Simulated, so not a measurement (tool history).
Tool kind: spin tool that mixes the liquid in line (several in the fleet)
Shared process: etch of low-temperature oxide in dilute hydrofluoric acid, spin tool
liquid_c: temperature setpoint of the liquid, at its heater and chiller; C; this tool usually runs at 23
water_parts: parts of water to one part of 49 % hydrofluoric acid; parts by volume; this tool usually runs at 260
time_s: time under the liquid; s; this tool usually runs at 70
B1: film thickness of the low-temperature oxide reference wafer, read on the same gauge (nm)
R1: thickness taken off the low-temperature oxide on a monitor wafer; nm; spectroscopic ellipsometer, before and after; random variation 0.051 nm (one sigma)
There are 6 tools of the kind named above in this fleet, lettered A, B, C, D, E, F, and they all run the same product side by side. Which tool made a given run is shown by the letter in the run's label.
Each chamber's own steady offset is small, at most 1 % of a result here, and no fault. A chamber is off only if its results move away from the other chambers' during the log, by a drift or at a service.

run 1E day=0.100 | liquid_c=23 water_parts=260 time_s=70 | B1=90.002 | R1=5.6072
run 2F day=0.267 | liquid_c=23 water_parts=260 time_s=70 | B1=90.003 | R1=5.4649
run 3D day=0.412 | liquid_c=23 water_parts=260 time_s=70 | B1=89.971 | R1=5.5561
run 4A day=0.608 | liquid_c=23 water_parts=260 time_s=70 | B1=89.997 | R1=5.4349
run 5C day=0.704 | liquid_c=23 water_parts=260 time_s=70 | B1=90.002 | R1=5.5737
run 6B day=0.825 | liquid_c=23 water_parts=260 time_s=70 | B1=90.009 | R1=5.5549
run 7D day=0.958 | liquid_c=23 water_parts=260 time_s=70 | B1=89.969 | R1=5.5223
run 8F day=1.104 | liquid_c=23 water_parts=190 time_s=40 | B1=90.043 | R1=4.5730
run 9E day=1.225 | liquid_c=23 water_parts=190 time_s=40 | B1=89.984 | R1=4.5967
run 10A day=1.346 | liquid_c=23 water_parts=190 time_s=40 | B1=89.994 | R1=4.5632
run 11B day=1.471 | liquid_c=23 water_parts=190 time_s=40 | B1=89.983 | R1=4.6976
run 12C day=1.621 | liquid_c=23 water_parts=190 time_s=40 | B1=89.986 | R1=4.6559
run 13D day=1.721 | liquid_c=23 water_parts=190 time_s=40 | B1=89.959 | R1=4.6748
run 14E day=1.858 | liquid_c=23 water_parts=260 time_s=70 | B1=90.015 | R1=5.5688
run 15F day=2.038 | liquid_c=23 water_parts=260 time_s=70 | B1=90.034 | R1=5.4797
run 16C day=2.212 | liquid_c=23 water_parts=260 time_s=70 | B1=90.012 | R1=5.5586
run 17B day=2.421 | liquid_c=23 water_parts=260 time_s=70 | B1=90.026 | R1=5.5094
run 18A day=2.629 | liquid_c=23 water_parts=260 time_s=55 | B1=89.984 | R1=4.3154
run 19A day=2.771 | liquid_c=23 water_parts=260 time_s=55 | B1=89.990 | R1=4.3689
run 20F day=2.954 | liquid_c=23 water_parts=260 time_s=55 | B1=89.983 | R1=4.3218
run 21E day=3.129 | liquid_c=23 water_parts=260 time_s=55 | B1=90.009 | R1=4.4893
run 22C day=3.321 | liquid_c=23 water_parts=260 time_s=55 | B1=90.033 | R1=4.3550
run 23D day=3.450 | liquid_c=23 water_parts=260 time_s=55 | B1=89.968 | R1=4.3404
run 24B day=3.625 | liquid_c=23 water_parts=260 time_s=70 | B1=89.979 | R1=5.5522
run 25A day=3.829 | liquid_c=23 water_parts=260 time_s=70 | B1=90.014 | R1=5.4328
run 26C day=3.975 | liquid_c=23 water_parts=260 time_s=70 | B1=89.983 | R1=5.5759
run 27D day=4.142 | liquid_c=19 water_parts=260 time_s=70 | B1=90.016 | R1=4.7902
run 28F day=4.354 | liquid_c=19 water_parts=260 time_s=70 | B1=89.998 | R1=4.7619
run 29B day=4.562 | liquid_c=19 water_parts=260 time_s=70 | B1=90.014 | R1=4.6296
run 30E day=4.696 | liquid_c=19 water_parts=260 time_s=70 | B1=90.027 | R1=5.1853
run 31B day=4.850 | liquid_c=19 water_parts=260 time_s=70 | B1=90.007 | R1=4.7704
run 32D day=5.008 | liquid_c=19 water_parts=260 time_s=70 | B1=90.029 | R1=4.7723
run 33A day=5.175 | liquid_c=23 water_parts=260 time_s=70 | B1=90.015 | R1=5.5489
run 34C day=5.388 | liquid_c=23 water_parts=260 time_s=70 | B1=90.021 | R1=5.5721
run 35E day=5.488 | liquid_c=23 water_parts=260 time_s=70 | B1=89.988 | R1=6.0224
run 36F day=5.692 | liquid_c=23 water_parts=260 time_s=70 | B1=90.008 | R1=5.4405
run 37C day=5.788 | liquid_c=23 water_parts=260 time_s=70 | B1=90.076 | R1=5.5654

Decide between three cases: one chamber stands off from its peers, the gauge reading all wafers drifts, or nothing is wrong past each chamber's small offset. Where a chamber is off, say which and what most likely put it there.

It is chamber E that slowly wanders off from its peers.
What lies behind it: hydrofluoric acid flow above the setpoint (%) = 9.99.

Below are 4 candidate recipes for chamber E's next run, each the usual settings with a change, their results shown as question marks. Which of them brings E's results back in line with what the other chambers give on the usual settings?
In line means no further than this from the other chambers' mean on the usual settings: R1 0.1800 nm
run 38E-1 day=5.942 | liquid_c=22.5 water_parts=305 time_s=70 | R1=?
run 38E-2 day=5.942 | liquid_c=23.0 water_parts=215 time_s=70 | R1=?
run 38E-3 day=5.942 | liquid_c=23.0 water_parts=250 time_s=75 | R1=?
run 38E-4 day=5.942 | liquid_c=23.0 water_parts=285 time_s=70 | R1=?

What the other chambers average on the usual settings: R1 5.5100 nm
run=38E-1 R1=5.0169
run=38E-2 R1=7.8577
run=38E-3 R1=7.0117
run=38E-4 R1=5.5641
The right change is 38E-4: it brings the chamber back within the allowed miss of the others.
